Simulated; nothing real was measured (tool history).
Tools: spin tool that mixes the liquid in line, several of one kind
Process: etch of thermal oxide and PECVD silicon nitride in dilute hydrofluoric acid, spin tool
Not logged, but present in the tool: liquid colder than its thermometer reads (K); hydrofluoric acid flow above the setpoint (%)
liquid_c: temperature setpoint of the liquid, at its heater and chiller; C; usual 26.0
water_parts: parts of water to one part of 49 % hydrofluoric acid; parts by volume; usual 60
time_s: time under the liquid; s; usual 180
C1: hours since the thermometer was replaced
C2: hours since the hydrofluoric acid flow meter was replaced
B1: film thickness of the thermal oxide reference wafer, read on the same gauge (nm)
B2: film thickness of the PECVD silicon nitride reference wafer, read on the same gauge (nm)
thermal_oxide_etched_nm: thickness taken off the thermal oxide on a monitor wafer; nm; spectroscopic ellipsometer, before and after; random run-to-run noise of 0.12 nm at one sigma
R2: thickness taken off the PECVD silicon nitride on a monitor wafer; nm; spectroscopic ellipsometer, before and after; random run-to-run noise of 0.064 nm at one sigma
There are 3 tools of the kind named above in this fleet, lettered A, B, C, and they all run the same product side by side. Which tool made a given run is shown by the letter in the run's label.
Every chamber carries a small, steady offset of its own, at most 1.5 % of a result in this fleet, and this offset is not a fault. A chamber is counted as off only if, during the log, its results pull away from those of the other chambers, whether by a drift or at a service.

run 1C hour=9.9 | liquid_c=26.0 water_parts=60 time_s=180 | C1=1335.5 C2=320.7 | B1=120.00 B2=149.99 | thermal_oxide_etched_nm=15.7780 R2=11.1640
run 2A hour=19.8 | liquid_c=26.0 water_parts=60 time_s=180 | C1=137.3 C2=1725.5 | B1=120.03 B2=150.01 | thermal_oxide_etched_nm=15.8900 R2=11.3070
run 3B hour=27.5 | liquid_c=26.0 water_parts=60 time_s=180 | C1=1606.7 C2=919.7 | B1=119.99 B2=150.05 | thermal_oxide_etched_nm=16.0650 R2=11.0780
run 4A hour=38.5 | liquid_c=26.0 water_parts=60 time_s=180 | C1=156.0 C2=1744.2 | B1=120.01 B2=150.03 | thermal_oxide_etched_nm=15.9940 R2=11.3970
run 5B hour=50.2 | liquid_c=21.5 water_parts=60 time_s=180 | C1=1629.4 C2=942.4 | B1=119.99 B2=149.96 | thermal_oxide_etched_nm=13.3710 R2=8.3138
run 6C hour=55.9 | liquid_c=21.5 water_parts=60 time_s=180 | C1=1381.5 C2=366.7 | B1=120.02 B2=150.02 | thermal_oxide_etched_nm=13.1940 R2=8.2146
run 7B hour=64.9 | liquid_c=21.5 water_parts=60 time_s=180 | C1=1644.1 C2=957.1 | B1=119.99 B2=149.99 | thermal_oxide_etched_nm=13.1160 R2=8.3307
run 8A hour=77.2 | liquid_c=26.0 water_parts=60 time_s=180 | C1=194.7 C2=1782.9 | B1=120.00 B2=149.98 | thermal_oxide_etched_nm=15.9980 R2=11.3090
run 9C hour=86.8 | liquid_c=26.0 water_parts=60 time_s=180 | C1=1412.4 C2=397.6 | B1=120.00 B2=149.97 | thermal_oxide_etched_nm=15.5550 R2=11.1550
run 10A hour=95.1 | liquid_c=26.0 water_parts=60 time_s=180 | C1=212.6 C2=1800.8 | B1=119.99 B2=150.04 | thermal_oxide_etched_nm=15.9390 R2=11.3250
run 11C hour=102.5 | liquid_c=26.0 water_parts=60 time_s=180 | C1=1428.1 C2=413.3 | B1=120.01 B2=150.01 | thermal_oxide_etched_nm=15.7430 R2=11.2190
run 12B hour=112.4 | liquid_c=22.0 water_parts=60 time_s=180 | C1=1691.6 C2=1004.6 | B1=120.01 B2=150.01 | thermal_oxide_etched_nm=13.6230 R2=8.6386
run 13B hour=118.5 | liquid_c=22.0 water_parts=60 time_s=180 | C1=1697.7 C2=1010.7 | B1=119.99 B2=150.03 | thermal_oxide_etched_nm=13.5640 R2=8.6054
run 14C hour=128.9 | liquid_c=22.0 water_parts=60 time_s=180 | C1=1454.5 C2=439.7 | B1=120.01 B2=150.02 | thermal_oxide_etched_nm=13.5120 R2=8.5091
run 15A hour=135.2 | liquid_c=26.0 water_parts=60 time_s=180 | C1=252.7 C2=1840.9 | B1=119.97 B2=150.00 | thermal_oxide_etched_nm=15.9980 R2=11.4380
run 16A hour=142.7 | liquid_c=26.0 water_parts=60 time_s=180 | C1=260.2 C2=1848.4 | B1=120.01 B2=149.97 | thermal_oxide_etched_nm=15.8500 R2=11.3510
run 17B hour=151.0 | liquid_c=26.0 water_parts=60 time_s=180 | C1=1730.2 C2=1043.2 | B1=120.00 B2=149.97 | thermal_oxide_etched_nm=15.8630 R2=11.1700
run 18C hour=156.7 | liquid_c=26.0 water_parts=60 time_s=180 | C1=1482.3 C2=467.5 | B1=119.99 B2=149.98 | thermal_oxide_etched_nm=15.6700 R2=11.1320
run 19B hour=169.1 | liquid_c=26.0 water_parts=60 time_s=180 | C1=1748.3 C2=1061.3 | B1=120.02 B2=150.03 | thermal_oxide_etched_nm=15.9160 R2=11.1300
run 20C hour=175.2 | liquid_c=26.0 water_parts=60 time_s=180 | C1=1500.8 C2=486.0 | B1=120.01 B2=149.98 | thermal_oxide_etched_nm=15.8520 R2=11.0570
run 21A hour=183.0 | liquid_c=26.0 water_parts=60 time_s=180 | C1=300.5 C2=1888.7 | B1=120.01 B2=149.96 | thermal_oxide_etched_nm=15.9740 R2=11.2090
run 22C hour=189.4 | liquid_c=26.0 water_parts=60 time_s=180 | C1=1515.0 C2=500.2 | B1=120.00 B2=149.99 | thermal_oxide_etched_nm=15.8940 R2=11.1230
run 23B hour=200.8 | liquid_c=26.0 water_parts=45 time_s=120 | C1=1780.0 C2=1093.0 | B1=120.00 B2=150.01 | thermal_oxide_etched_nm=14.4590 R2=9.8939
run 24A hour=206.9 | liquid_c=26.0 water_parts=45 time_s=120 | C1=324.4 C2=1912.6 | B1=120.00 B2=149.95 | thermal_oxide_etched_nm=14.4080 R2=9.9267
run 25B hour=215.3 | liquid_c=26.0 water_parts=45 time_s=120 | C1=1794.5 C2=1107.5 | B1=120.01 B2=150.01 | thermal_oxide_etched_nm=14.3070 R2=9.9355
run 26C hour=225.8 | liquid_c=26.0 water_parts=60 time_s=180 | C1=1551.4 C2=536.6 | B1=120.00 B2=149.97 | thermal_oxide_etched_nm=15.7570 R2=11.1810
run 27A hour=235.3 | liquid_c=26.0 water_parts=60 time_s=180 | C1=352.8 C2=1941.0 | B1=120.00 B2=149.99 | thermal_oxide_etched_nm=16.0660 R2=11.2070
run 28B hour=241.4 | liquid_c=26.0 water_parts=60 time_s=180 | C1=1820.6 C2=1133.6 | B1=119.98 B2=149.97 | thermal_oxide_etched_nm=15.7630 R2=11.2050
run 29A hour=253.2 | liquid_c=26.0 water_parts=60 time_s=180 | C1=370.7 C2=1958.9 | B1=120.00 B2=149.99 | thermal_oxide_etched_nm=15.8720 R2=11.1810
run 30C hour=263.7 | liquid_c=26.0 water_parts=60 time_s=180 | C1=1589.3 C2=574.5 | B1=120.01 B2=150.02 | thermal_oxide_etched_nm=15.6920 R2=11.1120
run 31A hour=272.2 | liquid_c=26.0 water_parts=60 time_s=180 | C1=389.7 C2=1977.9 | B1=120.01 B2=149.98 | thermal_oxide_etched_nm=16.0090 R2=11.3910
run 32C hour=284.9 | liquid_c=26.0 water_parts=60 time_s=180 | C1=1610.5 C2=595.7 | B1=120.00 B2=149.97 | thermal_oxide_etched_nm=15.7480 R2=11.1460
run 33B hour=294.4 | liquid_c=28.5 water_parts=60 time_s=180 | C1=1873.6 C2=1186.6 | B1=119.99 B2=150.01 | thermal_oxide_etched_nm=17.4660 R2=13.1060
run 34B hour=302.2 | liquid_c=28.5 water_parts=60 time_s=180 | C1=1881.4 C2=1194.4 | B1=119.99 B2=150.00 | thermal_oxide_etched_nm=17.4230 R2=13.1360
run 35A hour=312.5 | liquid_c=28.5 water_parts=60 time_s=180 | C1=430.0 C2=2018.2 | B1=119.99 B2=150.00 | thermal_oxide_etched_nm=17.7350 R2=13.3930
run 36C hour=323.3 | liquid_c=26.0 water_parts=70 time_s=75 | C1=1648.9 C2=634.1 | B1=120.00 B2=150.01 | thermal_oxide_etched_nm=5.5578 R2=3.9422
run 37B hour=329.2 | liquid_c=26.0 water_parts=70 time_s=75 | C1=1908.4 C2=1221.4 | B1=119.98 B2=150.00 | thermal_oxide_etched_nm=5.6225 R2=4.0269
run 38C hour=339.9 | liquid_c=26.0 water_parts=70 time_s=75 | C1=1665.5 C2=650.7 | B1=120.02 B2=149.99 | thermal_oxide_etched_nm=5.6098 R2=3.9919
-- hour=342.0 chamber A: hydrofluoric acid flow meter replaced
run 39A hour=351.2 | liquid_c=26.0 water_parts=60 time_s=180 | C1=468.7 C2=9.2 | B1=119.99 B2=150.00 | thermal_oxide_etched_nm=15.8750 R2=11.3250

One chamber off, gauge drift, or nothing amiss beyond the chambers' own small offsets? If it is a chamber, which one, and what is the likeliest cause?

Neither any chamber nor the gauge drifts; the chambers differ only by their own small, steady offsets.
